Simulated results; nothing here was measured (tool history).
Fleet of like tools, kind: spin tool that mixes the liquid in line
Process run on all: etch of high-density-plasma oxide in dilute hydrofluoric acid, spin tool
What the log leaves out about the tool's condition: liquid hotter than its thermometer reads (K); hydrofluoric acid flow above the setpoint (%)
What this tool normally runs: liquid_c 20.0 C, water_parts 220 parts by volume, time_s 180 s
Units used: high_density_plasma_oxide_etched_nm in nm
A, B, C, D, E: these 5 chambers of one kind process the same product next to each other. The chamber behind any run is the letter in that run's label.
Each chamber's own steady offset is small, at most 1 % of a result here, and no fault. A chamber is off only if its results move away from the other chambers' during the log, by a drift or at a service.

run	hour	liquid_c	water_parts	time_s	hours since the thermometer was replaced	hours since the hydrofluoric acid flow meter was replaced	read-back film thickness of the high-density-plasma oxide reference wafer, read on the same gauge (nm)	high_density_plasma_oxide_etched_nm
1E	6.4	20.0	220	180	117.0	29.2	99.987	3.0932
2D	10.7	20.0	220	180	1075.5	1587.3	99.988	3.1322
3C	15.3	20.0	220	180	2989.9	214.3	100.030	3.1590
4B	21.8	20.0	220	180	941.1	1813.0	99.995	3.1148
5A	29.0	20.0	220	180	589.0	503.1	100.010	3.1076
6D	35.2	20.0	220	180	1100.0	1611.8	100.010	3.1160
7B	40.2	20.0	220	180	959.5	1831.4	99.974	3.1123
8E	44.6	20.0	220	180	155.2	67.4	100.010	3.1190
9A	50.8	20.0	220	180	610.8	524.9	100.020	3.1611
10C	56.8	20.0	220	180	3031.4	255.8	100.010	3.1129
11B	63.8	20.0	220	180	983.1	1855.0	100.020	3.1454
12A	67.2	20.0	220	180	627.2	541.3	100.010	3.1208
13D	74.5	20.0	220	180	1139.3	1651.1	99.998	3.1671
14E	79.0	20.0	220	180	189.6	101.8	100.010	3.1477
15C	84.0	20.0	220	180	3058.6	283.0	99.967	3.1886
16C	87.4	22.0	325	180	3062.0	286.4	100.010	2.1019
17A	92.9	22.0	325	180	652.9	567.0	100.020	2.0954
18E	99.4	22.0	325	180	210.0	122.2	99.992	2.0913
19D	106.8	22.0	325	180	1171.6	1683.4	100.020	2.0824
# hour 111.5: chamber C: thermometer replaced
20B	111.6	22.0	325	180	1030.9	1902.8	100.010	2.0573
21C	118.5	22.0	220	180	7.1	317.5	99.999	3.3735
22D	121.7	22.0	220	180	1186.5	1698.3	99.993	3.3908
23A	128.1	22.0	220	180	688.1	602.2	99.957	3.5048
24E	132.4	22.0	220	180	243.0	155.2	99.992	3.3767
25B	137.3	22.0	220	180	1056.6	1928.5	100.000	3.4020
26C	144.1	20.0	220	180	32.7	343.1	100.030	3.0955
27B	151.1	22.5	220	75	1070.4	1942.3	99.984	1.4463
28D	156.1	22.5	220	75	1220.9	1732.7	100.010	1.4215
29A	161.3	22.5	220	75	721.3	635.4	99.992	1.4863
30E	166.2	22.5	220	75	276.8	189.0	99.998	1.4303
31D	173.0	22.5	220	75	1237.8	1749.6	100.010	1.4528
32A	178.4	20.0	220	180	738.4	652.5	99.997	3.3230
33E	184.6	20.0	220	180	295.2	207.4	100.040	3.1334
34B	188.7	20.0	220	180	1108.0	1979.9	99.986	3.1363
35C	192.1	20.0	220	180	80.7	391.1	100.020	3.1643
36D	197.2	20.0	220	180	1262.0	1773.8	100.010	3.1102
37B	203.5	20.0	220	180	1122.8	1994.7	99.954	3.1170
38E	208.5	20.0	220	180	319.1	231.3	99.993	3.1025
39C	215.5	20.0	220	180	104.1	414.5	99.988	3.1406
40A	218.9	20.0	220	180	778.9	693.0	100.010	3.3476
41D	225.7	20.0	275	85	1290.5	1802.3	100.020	1.1122

All chambers now run identical settings, listed one chamber a line with results as question marks. What results will each chamber show?
42A	231.0	17.0	220	180				?
42B	231.0	17.0	220	180				?
42C	231.0	17.0	220	180				?
42D	231.0	17.0	220	180				?
42E	231.0	17.0	220	180				?

run	high_density_plasma_oxide_etched_nm
42A	3.0027
42B	2.8005
42C	2.7711
42D	2.7752
42E	2.7775

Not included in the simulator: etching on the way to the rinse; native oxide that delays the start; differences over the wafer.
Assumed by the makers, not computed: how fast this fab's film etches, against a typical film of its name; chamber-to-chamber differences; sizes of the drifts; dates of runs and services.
